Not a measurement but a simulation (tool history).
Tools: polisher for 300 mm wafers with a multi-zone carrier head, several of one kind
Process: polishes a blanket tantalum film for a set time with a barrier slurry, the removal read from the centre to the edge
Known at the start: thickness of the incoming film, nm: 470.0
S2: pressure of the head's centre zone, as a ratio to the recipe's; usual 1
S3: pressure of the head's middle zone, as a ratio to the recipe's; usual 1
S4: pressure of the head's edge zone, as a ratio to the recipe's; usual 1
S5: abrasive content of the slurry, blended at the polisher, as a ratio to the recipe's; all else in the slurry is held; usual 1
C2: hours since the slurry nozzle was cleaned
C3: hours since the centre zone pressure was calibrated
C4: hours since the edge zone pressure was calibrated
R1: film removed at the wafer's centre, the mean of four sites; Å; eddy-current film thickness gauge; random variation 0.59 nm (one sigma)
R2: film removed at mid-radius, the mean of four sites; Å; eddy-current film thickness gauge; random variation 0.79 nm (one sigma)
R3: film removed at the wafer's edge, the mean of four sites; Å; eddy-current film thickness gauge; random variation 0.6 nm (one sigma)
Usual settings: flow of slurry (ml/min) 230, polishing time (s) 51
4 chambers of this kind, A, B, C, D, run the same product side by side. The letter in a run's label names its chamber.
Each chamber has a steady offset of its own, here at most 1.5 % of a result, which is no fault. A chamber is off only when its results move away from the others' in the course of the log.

run 1C hour=11 | flow_of_slurry_(ml/min)=230 S2=1 S3=1 S4=1 S5=1 polishing_time_(s)=51 | wafers_polished_on_this_pad=107 C2=231 C3=771.9 C4=338.1 | R1=785.82 R2=793.94 R3=795.85
-- hour=13.7 chamber A: worn pad replaced by a new one
-- hour=20 chamber B: slurry nozzle cleaned
run 2D hour=21.7 | flow_of_slurry_(ml/min)=230 S2=1 S3=1 S4=1 S5=1 polishing_time_(s)=51 | wafers_polished_on_this_pad=1158 C2=165.7 C3=358.9 C4=879.5 | R1=784.87 R2=790.63 R3=795.04
-- hour=22.9 chamber D: worn pad replaced by a new one
run 3A hour=30.6 | flow_of_slurry_(ml/min)=230 S2=1 S3=1 S4=1 S5=1 polishing_time_(s)=51 | wafers_polished_on_this_pad=126 C2=125.1 C3=322.2 C4=927.2 | R1=780.79 R2=779.26 R3=791.75
run 4B hour=40.2 | flow_of_slurry_(ml/min)=230 S2=1 S3=1 S4=1 S5=1 polishing_time_(s)=51 | wafers_polished_on_this_pad=591 C2=20.3 C3=576.4 C4=56.7 | R1=772.99 R2=781.54 R3=782.55
-- hour=41.6 chamber C: slurry nozzle cleaned
-- hour=49.7 chamber A: edge zone pressure recalibrated
run 5C hour=50.2 | flow_of_slurry_(ml/min)=230 S2=1 S3=1 S4=1 S5=1 polishing_time_(s)=51 | wafers_polished_on_this_pad=400 C2=8.7 C3=811.1 C4=377.3 | R1=779.54 R2=793.25 R3=779.84
run 6B hour=61.6 | flow_of_slurry_(ml/min)=230 S2=1 S3=1 S4=1 S5=1 polishing_time_(s)=51 | wafers_polished_on_this_pad=751 C2=41.7 C3=597.8 C4=78.1 | R1=773.2 R2=782.89 R3=790.04
run 7D hour=72.1 | flow_of_slurry_(ml/min)=230 S2=1 S3=1 S4=1 S5=1 polishing_time_(s)=51 | wafers_polished_on_this_pad=368 C2=216.1 C3=409.3 C4=929.9 | R1=798.85 R2=798.14 R3=790.15
-- hour=80.7 chamber C: centre zone pressure recalibrated
run 8A hour=82 | flow_of_slurry_(ml/min)=230 S2=1 S3=1 S4=1 S5=1 polishing_time_(s)=51 | wafers_polished_on_this_pad=510 C2=176.5 C3=373.6 C4=32.4 | R1=791.81 R2=794.05 R3=781.55
-- hour=86.6 chamber A: centre zone pressure recalibrated
run 9C hour=92.1 | flow_of_slurry_(ml/min)=230 S2=1 S3=1 S4=1 S5=1 polishing_time_(s)=51 | wafers_polished_on_this_pad=713 C2=50.6 C3=11.5 C4=419.2 | R1=802.08 R2=795.63 R3=789.67
run 10B hour=102 | flow_of_slurry_(ml/min)=230 S2=1 S3=1 S4=1 S5=1 polishing_time_(s)=51 | wafers_polished_on_this_pad=1053 C2=82.1 C3=638.2 C4=118.5 | R1=759.28 R2=779.65 R3=781.32
-- hour=109.2 chamber B: worn pad replaced by a new one
run 11D hour=113.2 | flow_of_slurry_(ml/min)=230 S2=1 S3=1 S4=1 S5=1 polishing_time_(s)=51 | wafers_polished_on_this_pad=675 C2=257.2 C3=450.4 C4=971 | R1=789.87 R2=787.45 R3=795.34
-- hour=117 chamber C: worn pad replaced by a new one
run 12A hour=123 | flow_of_slurry_(ml/min)=230 S2=1 S3=1 S4=1 S5=1 polishing_time_(s)=51 | wafers_polished_on_this_pad=816 C2=217.5 C3=36.4 C4=73.4 | R1=795.84 R2=776.36 R3=778.69
run 13D hour=132.2 | flow_of_slurry_(ml/min)=230 S2=1 S3=1 S4=1 S5=1 polishing_time_(s)=51 | wafers_polished_on_this_pad=817 C2=276.2 C3=469.4 C4=990 | R1=786.2 R2=790.03 R3=785.49
run 14B hour=141.6 | flow_of_slurry_(ml/min)=230 S2=1 S3=1 S4=1 S5=1 polishing_time_(s)=51 | wafers_polished_on_this_pad=242 C2=121.7 C3=677.8 C4=158.1 | R1=765.35 R2=781.15 R3=782.71
-- hour=147.7 chamber A: worn pad replaced by a new one
run 15C hour=150.7 | flow_of_slurry_(ml/min)=230 S2=1 S3=1 S4=1 S5=1 polishing_time_(s)=51 | wafers_polished_on_this_pad=252 C2=109.2 C3=70.1 C4=477.8 | R1=793.3 R2=792.41 R3=790.55
run 16A hour=162.3 | flow_of_slurry_(ml/min)=230 S2=1 S3=1 S4=1 S5=1 polishing_time_(s)=45 | wafers_polished_on_this_pad=109 C2=256.8 C3=75.7 C4=112.7 | R1=701.1 R2=699.49 R3=684.37
run 17B hour=168.5 | flow_of_slurry_(ml/min)=230 S2=1 S3=1 S4=1 S5=1 polishing_time_(s)=45 | wafers_polished_on_this_pad=443 C2=148.6 C3=704.7 C4=185 | R1=678.49 R2=700.69 R3=690.01
-- hour=172.9 chamber D: worn pad replaced by a new one
run 18D hour=178.3 | flow_of_slurry_(ml/min)=230 S2=1 S3=1 S4=1 S5=1 polishing_time_(s)=45 | wafers_polished_on_this_pad=40 C2=322.3 C3=515.5 C4=1036.1 | R1=700.79 R2=693.99 R3=704.32
run 19A hour=188.1 | flow_of_slurry_(ml/min)=230 S2=1 S3=1 S4=1 S5=1 polishing_time_(s)=45 | wafers_polished_on_this_pad=302 C2=282.6 C3=101.5 C4=138.5 | R1=694.17 R2=697.59 R3=686.76
-- hour=188.3 chamber C: edge zone pressure recalibrated
run 20C hour=198.7 | flow_of_slurry_(ml/min)=230 S2=1 S3=1 S4=1 S5=1 polishing_time_(s)=51 | wafers_polished_on_this_pad=611 C2=157.2 C3=118.1 C4=10.4 | R1=784.4 R2=783.03 R3=784.34
-- hour=209.1 chamber A: slurry nozzle cleaned
run 21B hour=210.4 | flow_of_slurry_(ml/min)=230 S2=1 S3=1 S4=1.08 S5=1 polishing_time_(s)=51 | wafers_polished_on_this_pad=756 C2=190.5 C3=746.6 C4=226.9 | R1=755.74 R2=783.47 R3=808.91
run 22A hour=216.6 | flow_of_slurry_(ml/min)=230 S2=1 S3=1 S4=1.08 S5=1 polishing_time_(s)=51 | wafers_polished_on_this_pad=515 C2=7.5 C3=130 C4=167 | R1=784.49 R2=783.69 R3=817.15
run 23C hour=225.1 | flow_of_slurry_(ml/min)=230 S2=1 S3=1 S4=1.08 S5=1 polishing_time_(s)=51 | wafers_polished_on_this_pad=808 C2=183.6 C3=144.5 C4=36.8 | R1=778.21 R2=801.75 R3=814.35
run 24D hour=236.9 | flow_of_slurry_(ml/min)=230 S2=1 S3=1 S4=1.08 S5=1 polishing_time_(s)=51 | wafers_polished_on_this_pad=478 C2=380.9 C3=574.1 C4=1094.7 | R1=791.32 R2=796.2 R3=825.58
run 25D hour=246.4 | flow_of_slurry_(ml/min)=230 S2=1 S3=1 S4=1 S5=1 polishing_time_(s)=51 | wafers_polished_on_this_pad=549 C2=390.4 C3=583.6 C4=1104.2 | R1=796.29 R2=803.56 R3=784.1
-- hour=249.2 chamber D: slurry nozzle cleaned
-- hour=249.3 chamber C: worn pad replaced by a new one
run 26C hour=254.4 | flow_of_slurry_(ml/min)=230 S2=1 S3=1 S4=1 S5=1 polishing_time_(s)=51 | wafers_polished_on_this_pad=38 C2=212.9 C3=173.8 C4=66.1 | R1=786 R2=793.35 R3=797.39
-- hour=256.7 chamber B: worn pad replaced by a new one
run 27A hour=265.1 | flow_of_slurry_(ml/min)=230 S2=1 S3=1 S4=1 S5=1 polishing_time_(s)=51 | wafers_polished_on_this_pad=878 C2=56 C3=178.5 C4=215.5 | R1=791.17 R2=786.01 R3=778.14
-- hour=268.4 chamber A: worn pad replaced by a new one
run 28B hour=271.4 | flow_of_slurry_(ml/min)=230 S2=1 S3=1 S4=1 S5=1 polishing_time_(s)=51 | wafers_polished_on_this_pad=109 C2=251.5 C3=807.6 C4=287.9 | R1=759.1 R2=783.34 R3=778.55
run 29A hour=283.6 | flow_of_slurry_(ml/min)=230 S2=1 S3=1 S4=1 S5=1 polishing_time_(s)=51 | wafers_polished_on_this_pad=114 C2=74.5 C3=197 C4=234 | R1=797.89 R2=792.12 R3=778.26
run 30B hour=295.6 | flow_of_slurry_(ml/min)=230 S2=1 S3=1 S4=1 S5=1 polishing_time_(s)=51 | wafers_polished_on_this_pad=290 C2=275.7 C3=831.8 C4=312.1 | R1=759.37 R2=771.11 R3=785.05
run 31C hour=306.7 | flow_of_slurry_(ml/min)=230 S2=1 S3=1 S4=1 S5=1 polishing_time_(s)=51 | wafers_polished_on_this_pad=429 C2=265.2 C3=226.1 C4=118.4 | R1=782.02 R2=779 R3=785.72
-- hour=312.2 chamber C: slurry nozzle cleaned
run 32D hour=315.5 | flow_of_slurry_(ml/min)=230 S2=1 S3=1 S4=1 S5=1 polishing_time_(s)=51 | wafers_polished_on_this_pad=1065 C2=66.4 C3=652.7 C4=1173.3 | R1=787.99 R2=774.98 R3=801.61
run 33C hour=324.2 | flow_of_slurry_(ml/min)=230 S2=1 S3=1 S4=1 S5=1 polishing_time_(s)=51 | wafers_polished_on_this_pad=560 C2=12.1 C3=243.6 C4=135.9 | R1=786.78 R2=778.62 R3=791.71
run 34B hour=333 | flow_of_slurry_(ml/min)=230 S2=1 S3=1 S4=1 S5=1 polishing_time_(s)=51 | wafers_polished_on_this_pad=570 C2=313.1 C3=869.2 C4=349.5 | R1=752.03 R2=782.49 R3=783.24
-- hour=336.9 chamber D: worn pad replaced by a new one
run 35D hour=340.2 | flow_of_slurry_(ml/min)=230 S2=1 S3=1 S4=1 S5=1 polishing_time_(s)=51 | wafers_polished_on_this_pad=25 C2=91.1 C3=677.4 C4=1198 | R1=779.73 R2=792.45 R3=796.1
run 36A hour=348.6 | flow_of_slurry_(ml/min)=230 S2=1 S3=1 S4=1 S5=1 polishing_time_(s)=51 | wafers_polished_on_this_pad=599 C2=139.5 C3=262 C4=299 | R1=791.05 R2=789.08 R3=782.66
run 37A hour=354.7 | flow_of_slurry_(ml/min)=230 S2=1 S3=1 S4=1 S5=1 polishing_time_(s)=51 | wafers_polished_on_this_pad=645 C2=145.6 C3=268.1 C4=305.1 | R1=786.5 R2=768.93 R3=778.69
run 38C hour=361.9 | flow_of_slurry_(ml/min)=230 S2=1 S3=1 S4=1 S5=1 polishing_time_(s)=51 | wafers_polished_on_this_pad=842 C2=49.8 C3=281.3 C4=173.6 | R1=781.83 R2=796.61 R3=781.75
run 39D hour=373 | flow_of_slurry_(ml/min)=230 S2=1 S3=1 S4=1 S5=0.9 polishing_time_(s)=51 | wafers_polished_on_this_pad=270 C2=123.9 C3=710.2 C4=1230.8 | R1=754.89 R2=751.44 R3=778.39
-- hour=376.7 chamber C: worn pad replaced by a new one
run 40B hour=381 | flow_of_slurry_(ml/min)=230 S2=1 S3=1 S4=1 S5=0.9 polishing_time_(s)=51 | wafers_polished_on_this_pad=928 C2=361.1 C3=917.2 C4=397.5 | R1=721.56 R2=744.56 R3=762.92
-- hour=389.4 chamber D: edge zone pressure recalibrated
run 41D hour=392.5 | flow_of_slurry_(ml/min)=230 S2=1 S3=1 S4=1 S5=0.9 polishing_time_(s)=51 | wafers_polished_on_this_pad=416 C2=143.4 C3=729.7 C4=3.2 | R1=759.98 R2=749.7 R3=760.23
run 42C hour=400.1 | flow_of_slurry_(ml/min)=230 S2=1 S3=1 S4=1 S5=0.9 polishing_time_(s)=51 | wafers_polished_on_this_pad=175 C2=88 C3=319.5 C4=211.8 | R1=763.3 R2=763.26 R3=772.18
run 43B hour=407.1 | flow_of_slurry_(ml/min)=230 S2=1 S3=1 S4=1 S5=1 polishing_time_(s)=51 | wafers_polished_on_this_pad=1124 C2=387.2 C3=943.3 C4=423.6 | R1=730.85 R2=773.01 R3=789.19

All 4 chambers run these settings next. Forecast each chamber's results:
run 44A hour=415.8 | flow_of_slurry_(ml/min)=230 S2=1 S3=1 S4=1 S5=1 polishing_time_(s)=51 | R1=? R2=? R3=?
run 44B hour=415.8 | flow_of_slurry_(ml/min)=230 S2=1 S3=1 S4=1 S5=1 polishing_time_(s)=51 | R1=? R2=? R3=?
run 44C hour=415.8 | flow_of_slurry_(ml/min)=230 S2=1 S3=1 S4=1 S5=1 polishing_time_(s)=51 | R1=? R2=? R3=?
run 44D hour=415.8 | flow_of_slurry_(ml/min)=230 S2=1 S3=1 S4=1 S5=1 polishing_time_(s)=51 | R1=? R2=? R3=?

run=44A R1=792.77 R2=791.85 R3=770.72
run=44B R1=727.94 R2=770.84 R3=773.82
run=44C R1=782.16 R2=782.02 R3=791.23
run=44D R1=786.27 R2=811.07 R3=794.12
